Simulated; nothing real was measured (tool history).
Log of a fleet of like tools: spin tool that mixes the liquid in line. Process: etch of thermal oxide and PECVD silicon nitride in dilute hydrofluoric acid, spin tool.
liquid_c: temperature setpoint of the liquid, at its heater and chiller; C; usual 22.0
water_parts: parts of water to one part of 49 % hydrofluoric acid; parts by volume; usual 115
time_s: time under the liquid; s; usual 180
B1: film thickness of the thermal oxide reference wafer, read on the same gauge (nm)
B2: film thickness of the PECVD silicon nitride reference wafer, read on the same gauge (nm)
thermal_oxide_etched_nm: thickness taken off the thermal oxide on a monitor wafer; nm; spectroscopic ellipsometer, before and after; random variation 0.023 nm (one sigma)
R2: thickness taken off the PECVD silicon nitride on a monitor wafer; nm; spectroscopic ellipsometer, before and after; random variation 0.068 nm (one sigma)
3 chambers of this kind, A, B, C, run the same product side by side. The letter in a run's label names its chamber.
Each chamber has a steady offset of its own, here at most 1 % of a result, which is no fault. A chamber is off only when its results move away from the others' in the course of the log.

{"run": "1C", "hour": 6.9, "liquid_c": 22.0, "water_parts": 115, "time_s": 180, "B1": 40.001, "B2": 69.992, "thermal_oxide_etched_nm": 6.7769, "R2": 7.8775}
{"hour": 13.9, "done": "chamber B: thermometer replaced"}
{"run": "2A", "hour": 14.2, "liquid_c": 22.0, "water_parts": 115, "time_s": 180, "B1": 40.007, "B2": 70.01, "thermal_oxide_etched_nm": 6.698, "R2": 7.8045}
{"run": "3B", "hour": 22.5, "liquid_c": 22.0, "water_parts": 115, "time_s": 180, "B1": 39.98, "B2": 70.017, "thermal_oxide_etched_nm": 6.7386, "R2": 7.7044}
{"run": "4A", "hour": 30.4, "liquid_c": 22.0, "water_parts": 115, "time_s": 180, "B1": 39.97, "B2": 69.996, "thermal_oxide_etched_nm": 6.7201, "R2": 7.7077}
{"run": "5B", "hour": 37.8, "liquid_c": 22.0, "water_parts": 115, "time_s": 180, "B1": 40.02, "B2": 69.995, "thermal_oxide_etched_nm": 6.7069, "R2": 7.8112}
{"run": "6C", "hour": 45.6, "liquid_c": 22.0, "water_parts": 115, "time_s": 180, "B1": 39.982, "B2": 70.001, "thermal_oxide_etched_nm": 6.7562, "R2": 7.8839}
{"run": "7A", "hour": 52.8, "liquid_c": 22.0, "water_parts": 115, "time_s": 180, "B1": 40.0, "B2": 69.987, "thermal_oxide_etched_nm": 6.7128, "R2": 7.9049}
{"run": "8C", "hour": 57.9, "liquid_c": 22.0, "water_parts": 65, "time_s": 180, "B1": 40.013, "B2": 69.979, "thermal_oxide_etched_nm": 12.584, "R2": 13.389}
{"run": "9B", "hour": 65.4, "liquid_c": 22.0, "water_parts": 65, "time_s": 180, "B1": 40.005, "B2": 69.986, "thermal_oxide_etched_nm": 12.596, "R2": 13.438}
{"run": "10B", "hour": 70.8, "liquid_c": 22.0, "water_parts": 65, "time_s": 180, "B1": 39.982, "B2": 69.995, "thermal_oxide_etched_nm": 12.587, "R2": 13.331}
{"run": "11C", "hour": 79.3, "liquid_c": 22.0, "water_parts": 115, "time_s": 180, "B1": 39.986, "B2": 70.011, "thermal_oxide_etched_nm": 6.7354, "R2": 7.8982}
{"run": "12A", "hour": 86.4, "liquid_c": 22.0, "water_parts": 115, "time_s": 180, "B1": 39.997, "B2": 70.012, "thermal_oxide_etched_nm": 6.7222, "R2": 7.8988}
{"run": "13A", "hour": 92.2, "liquid_c": 22.0, "water_parts": 115, "time_s": 180, "B1": 40.023, "B2": 70.019, "thermal_oxide_etched_nm": 6.7267, "R2": 7.7185}
{"run": "14C", "hour": 98.1, "liquid_c": 22.0, "water_parts": 115, "time_s": 180, "B1": 39.965, "B2": 70.0, "thermal_oxide_etched_nm": 6.7171, "R2": 7.908}
{"run": "15B", "hour": 103.9, "liquid_c": 18.0, "water_parts": 115, "time_s": 125, "B1": 39.996, "B2": 69.994, "thermal_oxide_etched_nm": 3.9775, "R2": 4.134}
{"run": "16A", "hour": 110.9, "liquid_c": 18.0, "water_parts": 115, "time_s": 125, "B1": 39.996, "B2": 70.037, "thermal_oxide_etched_nm": 3.9376, "R2": 4.2146}
{"run": "17C", "hour": 117.3, "liquid_c": 18.0, "water_parts": 115, "time_s": 125, "B1": 39.984, "B2": 69.991, "thermal_oxide_etched_nm": 3.9926, "R2": 4.1027}
{"run": "18B", "hour": 122.8, "liquid_c": 26.5, "water_parts": 115, "time_s": 285, "B1": 40.02, "B2": 70.006, "thermal_oxide_etched_nm": 12.602, "R2": 16.311}
{"run": "19C", "hour": 129.9, "liquid_c": 26.5, "water_parts": 115, "time_s": 285, "B1": 39.999, "B2": 69.983, "thermal_oxide_etched_nm": 12.698, "R2": 16.836}
{"run": "20A", "hour": 138.1, "liquid_c": 26.5, "water_parts": 115, "time_s": 285, "B1": 40.015, "B2": 70.001, "thermal_oxide_etched_nm": 12.616, "R2": 16.879}
{"run": "21B", "hour": 144.2, "liquid_c": 22.0, "water_parts": 115, "time_s": 180, "B1": 39.994, "B2": 70.001, "thermal_oxide_etched_nm": 6.6841, "R2": 7.7084}
{"run": "22B", "hour": 148.5, "liquid_c": 22.0, "water_parts": 115, "time_s": 180, "B1": 39.983, "B2": 70.014, "thermal_oxide_etched_nm": 6.6813, "R2": 7.7513}
{"run": "23A", "hour": 154.7, "liquid_c": 22.0, "water_parts": 115, "time_s": 180, "B1": 40.0, "B2": 70.009, "thermal_oxide_etched_nm": 6.6981, "R2": 7.8982}
{"run": "24C", "hour": 161.2, "liquid_c": 22.0, "water_parts": 115, "time_s": 180, "B1": 40.004, "B2": 70.017, "thermal_oxide_etched_nm": 6.7248, "R2": 7.8718}
{"hour": 169.0, "done": "chamber A: thermometer replaced"}
{"run": "25A", "hour": 169.0, "liquid_c": 22.0, "water_parts": 115, "time_s": 180, "B1": 39.99, "B2": 69.999, "thermal_oxide_etched_nm": 6.6863, "R2": 7.8364}
{"run": "26C", "hour": 173.4, "liquid_c": 22.0, "water_parts": 115, "time_s": 180, "B1": 39.995, "B2": 70.006, "thermal_oxide_etched_nm": 6.7761, "R2": 7.8119}
{"run": "27B", "hour": 180.8, "liquid_c": 22.0, "water_parts": 115, "time_s": 180, "B1": 39.998, "B2": 70.004, "thermal_oxide_etched_nm": 6.7098, "R2": 7.7208}
{"run": "28B", "hour": 185.9, "liquid_c": 22.0, "water_parts": 115, "time_s": 180, "B1": 39.986, "B2": 70.003, "thermal_oxide_etched_nm": 6.6994, "R2": 7.7564}
{"run": "29A", "hour": 193.3, "liquid_c": 20.0, "water_parts": 115, "time_s": 260, "B1": 40.017, "B2": 69.986, "thermal_oxide_etched_nm": 8.93, "R2": 9.7981}
{"run": "30C", "hour": 198.7, "liquid_c": 20.0, "water_parts": 115, "time_s": 260, "B1": 40.0, "B2": 69.997, "thermal_oxide_etched_nm": 8.9997, "R2": 9.8948}
{"run": "31B", "hour": 205.3, "liquid_c": 20.0, "water_parts": 115, "time_s": 260, "B1": 40.022, "B2": 69.999, "thermal_oxide_etched_nm": 8.9121, "R2": 9.7702}
{"run": "32A", "hour": 209.4, "liquid_c": 22.0, "water_parts": 115, "time_s": 180, "B1": 40.004, "B2": 69.974, "thermal_oxide_etched_nm": 6.7009, "R2": 7.8447}
{"run": "33C", "hour": 214.7, "liquid_c": 22.0, "water_parts": 170, "time_s": 110, "B1": 39.996, "B2": 70.008, "thermal_oxide_etched_nm": 2.633, "R2": 3.3173}
{"run": "34C", "hour": 221.6, "liquid_c": 22.0, "water_parts": 170, "time_s": 110, "B1": 39.992, "B2": 70.003, "thermal_oxide_etched_nm": 2.6007, "R2": 3.2909}

All 3 chambers run these settings next. Forecast each chamber's results:
{"run": "35A", "hour": 228.0, "liquid_c": 22.0, "water_parts": 70, "time_s": 180, "thermal_oxide_etched_nm": "?", "R2": "?"}
{"run": "35B", "hour": 228.0, "liquid_c": 22.0, "water_parts": 70, "time_s": 180, "thermal_oxide_etched_nm": "?", "R2": "?"}
{"run": "35C", "hour": 228.0, "liquid_c": 22.0, "water_parts": 70, "time_s": 180, "thermal_oxide_etched_nm": "?", "R2": "?"}

run=35A thermal_oxide_etched_nm=11.6270 R2=12.8950
run=35B thermal_oxide_etched_nm=11.5980 R2=12.6140
run=35C thermal_oxide_etched_nm=11.6030 R2=12.6890
